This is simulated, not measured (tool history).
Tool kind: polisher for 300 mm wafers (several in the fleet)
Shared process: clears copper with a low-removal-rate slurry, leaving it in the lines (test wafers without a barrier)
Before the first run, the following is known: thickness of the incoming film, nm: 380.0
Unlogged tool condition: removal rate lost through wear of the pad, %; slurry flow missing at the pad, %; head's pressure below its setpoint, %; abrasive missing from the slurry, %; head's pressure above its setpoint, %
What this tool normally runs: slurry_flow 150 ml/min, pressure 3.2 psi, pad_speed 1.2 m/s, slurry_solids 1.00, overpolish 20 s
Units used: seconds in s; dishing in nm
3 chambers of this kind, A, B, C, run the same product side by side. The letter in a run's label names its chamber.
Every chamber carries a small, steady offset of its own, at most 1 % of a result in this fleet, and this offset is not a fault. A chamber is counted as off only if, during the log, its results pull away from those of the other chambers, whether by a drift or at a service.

| run | day | slurry_flow | pressure | pad_speed | slurry_solids | overpolish | wafers polished on this pad | hours since the slurry nozzle was cleaned | hours since the head pressure was calibrated | hours since the slurry blender was calibrated | seconds | dishing |
|---|---|---|---|---|---|---|---|---|---|---|---|---|
| 1C | 0.362 | 150 | 3.2 | 1.2 | 1.00 | 20 | 217 | 198.2 | 563.6 | 54.5 | 99.710 | 51.127 |
| 2B | 0.592 | 150 | 3.2 | 1.2 | 1.00 | 20 | 174 | 643.3 | 152.5 | 66.6 | 98.818 | 50.969 |
|  | 0.775 | chamber A: worn pad replaced by a new one |
| 3A | 0.904 | 150 | 3.2 | 1.2 | 1.00 | 20 | 27 | 732.9 | 925.0 | 74.0 | 99.417 | 51.410 |
| 4A | 1.062 | 150 | 3.2 | 1.2 | 1.00 | 20 | 61 | 736.7 | 928.8 | 77.8 | 100.400 | 49.288 |
|  | 1.133 | chamber C: slurry nozzle cleaned |
| 5C | 1.392 | 150 | 3.2 | 1.2 | 1.00 | 20 | 435 | 6.2 | 588.3 | 79.2 | 99.476 | 51.372 |
| 6B | 1.604 | 150 | 3.2 | 1.2 | 1.00 | 20 | 389 | 667.6 | 176.8 | 90.9 | 98.911 | 53.481 |
| 7B | 1.967 | 150 | 3.2 | 1.2 | 1.00 | 20 | 466 | 676.3 | 185.5 | 99.6 | 100.140 | 48.830 |
| 8A | 2.188 | 150 | 3.2 | 1.2 | 1.00 | 20 | 300 | 763.7 | 955.8 | 104.8 | 98.986 | 50.116 |
|  | 2.225 | chamber A: slurry nozzle cleaned |
| 9C | 2.392 | 200 | 3.2 | 1.2 | 1.00 | 20 | 648 | 30.2 | 612.3 | 103.2 | 95.304 | 49.820 |
| 10A | 2.629 | 200 | 3.2 | 1.2 | 1.00 | 20 | 393 | 9.7 | 966.4 | 115.4 | 94.444 | 51.445 |
|  | 2.842 | chamber B: worn pad replaced by a new one |
| 11C | 2.871 | 200 | 3.2 | 1.2 | 1.00 | 20 | 749 | 41.7 | 623.8 | 114.7 | 96.323 | 53.554 |
|  | 3.088 | chamber A: worn pad replaced by a new one |
| 12B | 3.212 | 150 | 3.2 | 1.2 | 1.00 | 20 | 79 | 706.2 | 215.4 | 129.5 | 98.035 | 53.266 |
| 13B | 3.450 | 150 | 3.2 | 1.2 | 1.00 | 20 | 129 | 711.9 | 221.1 | 135.2 | 98.087 | 50.294 |
| 14A | 3.662 | 150 | 3.2 | 1.2 | 1.00 | 20 | 122 | 34.5 | 991.2 | 140.2 | 98.816 | 50.310 |
| 15C | 4.012 | 150 | 3.2 | 1.2 | 1.00 | 20 | 991 | 69.1 | 651.2 | 142.1 | 97.966 | 50.515 |
|  | 4.142 | chamber B: slurry blender recalibrated |
| 16A | 4.221 | 150 | 3.2 | 1.2 | 1.00 | 20 | 240 | 47.9 | 1004.6 | 153.6 | 96.959 | 50.051 |
|  | 4.408 | chamber C: slurry blender recalibrated |
| 17B | 4.467 | 150 | 3.2 | 1.2 | 1.00 | 20 | 345 | 736.3 | 245.5 | 7.8 | 98.754 | 51.913 |
| 18C | 4.788 | 150 | 3.2 | 1.2 | 1.00 | 12 | 1156 | 87.7 | 669.8 | 9.2 | 99.958 | 31.443 |
| 19B | 5.100 | 150 | 3.2 | 1.2 | 1.00 | 12 | 479 | 751.5 | 260.7 | 23.0 | 100.540 | 32.050 |
|  | 5.362 | chamber C: worn pad replaced by a new one |
| 20A | 5.396 | 150 | 3.2 | 1.2 | 1.00 | 12 | 490 | 76.1 | 1032.8 | 181.8 | 98.950 | 33.769 |
| 21C | 5.650 | 150 | 3.2 | 1.2 | 1.00 | 20 | 61 | 108.4 | 690.5 | 29.9 | 99.535 | 51.875 |
|  | 5.704 | chamber B: worn pad replaced by a new one |
|  | 5.750 | chamber A: worn pad replaced by a new one |
| 22B | 5.875 | 150 | 3.2 | 1.2 | 0.85 | 20 | 36 | 770.1 | 279.3 | 41.6 | 101.970 | 48.829 |
|  | 6.000 | chamber C: head pressure recalibrated |
| 23C | 6.192 | 150 | 3.2 | 1.2 | 0.85 | 20 | 176 | 121.4 | 4.7 | 42.9 | 102.870 | 48.510 |
| 24A | 6.504 | 150 | 3.2 | 1.2 | 0.85 | 20 | 160 | 102.7 | 1059.4 | 208.4 | 102.500 | 49.480 |
| 25C | 6.804 | 150 | 3.2 | 1.2 | 1.00 | 20 | 306 | 136.1 | 19.4 | 57.6 | 99.100 | 52.553 |

All chambers now run identical settings, listed one chamber a line with results as question marks. What results will each chamber show?
| 26A | 7.062 | 150 | 3.2 | 1.2 | 1.00 | 20 |  |  |  |  | ? | ? |
| 26B | 7.062 | 150 | 3.2 | 1.2 | 1.00 | 20 |  |  |  |  | ? | ? |
| 26C | 7.062 | 150 | 3.2 | 1.2 | 1.00 | 20 |  |  |  |  | ? | ? |

| run | seconds | dishing |
|---|---|---|
| 26A | 98.401 | 49.582 |
| 26B | 98.967 | 52.463 |
| 26C | 98.254 | 50.672 |
